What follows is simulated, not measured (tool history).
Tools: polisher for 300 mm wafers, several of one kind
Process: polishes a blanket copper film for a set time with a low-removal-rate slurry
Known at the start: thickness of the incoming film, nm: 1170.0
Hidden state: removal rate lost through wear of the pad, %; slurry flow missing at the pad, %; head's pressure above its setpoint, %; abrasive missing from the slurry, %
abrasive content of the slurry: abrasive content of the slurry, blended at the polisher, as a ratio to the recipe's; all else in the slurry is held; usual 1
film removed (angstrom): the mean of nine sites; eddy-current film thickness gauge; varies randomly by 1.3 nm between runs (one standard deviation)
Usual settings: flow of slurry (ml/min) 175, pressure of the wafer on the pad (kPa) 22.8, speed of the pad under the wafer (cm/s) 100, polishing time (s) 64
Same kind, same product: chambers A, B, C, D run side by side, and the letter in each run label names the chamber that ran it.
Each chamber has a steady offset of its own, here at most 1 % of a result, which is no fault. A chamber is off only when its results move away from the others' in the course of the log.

run,hour,flow of slurry (ml/min),pressure of the wafer on the pad (kPa),speed of the pad under the wafer (cm/s),abrasive content of the slurry,polishing time (s),wafers polished on this pad,hours since the slurry nozzle was cleaned,hours since the head pressure was calibrated,hours since the slurry blender was calibrated,film removed (angstrom)
1B,7.4,175,22.8,100,1,64,177,234.9,508.3,281.2,2043.3
# hour 7.8: chamber D: worn pad replaced by a new one
2D,15.5,175,22.8,100,1,64,96,646.4,32.3,346.7,2077.3
# hour 16.7: chamber A: head pressure recalibrated
3C,21.4,175,22.8,100,1,64,588,368.4,338.9,95,2037.4
4A,29.3,175,22.8,100,1,64,454,141.1,12.6,395.4,2040
5A,35.8,175,27.6,100,1,73,535,147.6,19.1,401.9,2852.8
6B,39.4,175,27.6,100,1,73,576,266.9,540.3,313.2,2813.6
7C,44.4,175,27.6,100,1,73,875,391.4,361.9,118,2885.1
# hour 47.7: chamber A: worn pad replaced by a new one
8D,51.8,175,27.6,100,1,73,549,682.7,68.6,383,2868.5
9D,59.4,175,22.8,100,1,64,644,690.3,76.2,390.6,2051.9
10A,66.2,175,22.8,72,1,64,231,178,49.5,432.3,1468
11C,71.8,175,22.8,72,1,64,1216,418.8,389.3,145.4,1536.5
12B,76.4,175,22.8,72,1,64,1038,303.9,577.3,350.2,1461.4
# hour 77: chamber D: slurry blender recalibrated
# hour 77.1: chamber C: worn pad replaced by a new one
13B,80.3,175,22.8,72,1,64,1086,307.8,581.2,354.1,1448.3
14D,87.5,175,22.8,100,1,64,994,718.4,104.3,10.6,2065.5
# hour 88.8: chamber D: worn pad replaced by a new one
# hour 91.4: chamber B: worn pad replaced by a new one
15A,94.2,175,22.8,100,1,64,580,206,77.5,460.3,2027.9
# hour 96.9: chamber A: worn pad replaced by a new one
16C,98.1,175,17.9,100,1,64,263,445.1,415.6,171.7,1706.2
# hour 99.2: chamber C: slurry nozzle cleaned
17D,103.3,175,17.9,100,1,64,181,734.2,120.1,26.4,1614.2
18B,110.9,175,17.9,100,1,64,243,338.4,611.8,384.7,1617.8
19A,117,175,17.9,100,1,64,251,228.8,100.3,483.1,1603.7
20C,123.1,175,22.8,100,1,64,575,24,440.6,196.7,2196.1
21D,128.4,175,22.8,100,1,64,494,759.3,145.2,51.5,2055.6
# hour 130.4: chamber A: slurry blender recalibrated
22A,135.2,175,22.8,100,1,64,478,247,118.5,4.8,2050.2
# hour 136.9: chamber C: slurry blender recalibrated
# hour 138.4: chamber B: slurry blender recalibrated
23C,138.9,175,22.8,100,1,64,772,39.8,456.4,2,2204.1
24B,145.9,175,22.8,100,1,64,680,373.4,646.8,7.6,2042.7

Next, every chamber runs the same settings. What will each give?
25A,151.9,175,22.8,100,1,64,,,,,?
25B,151.9,175,22.8,100,1,64,,,,,?
25C,151.9,175,22.8,100,1,64,,,,,?
25D,151.9,175,22.8,100,1,64,,,,,?

run,film removed (angstrom)
25A,2044.7
25B,2036.7
25C,2231.4
25D,2066.3
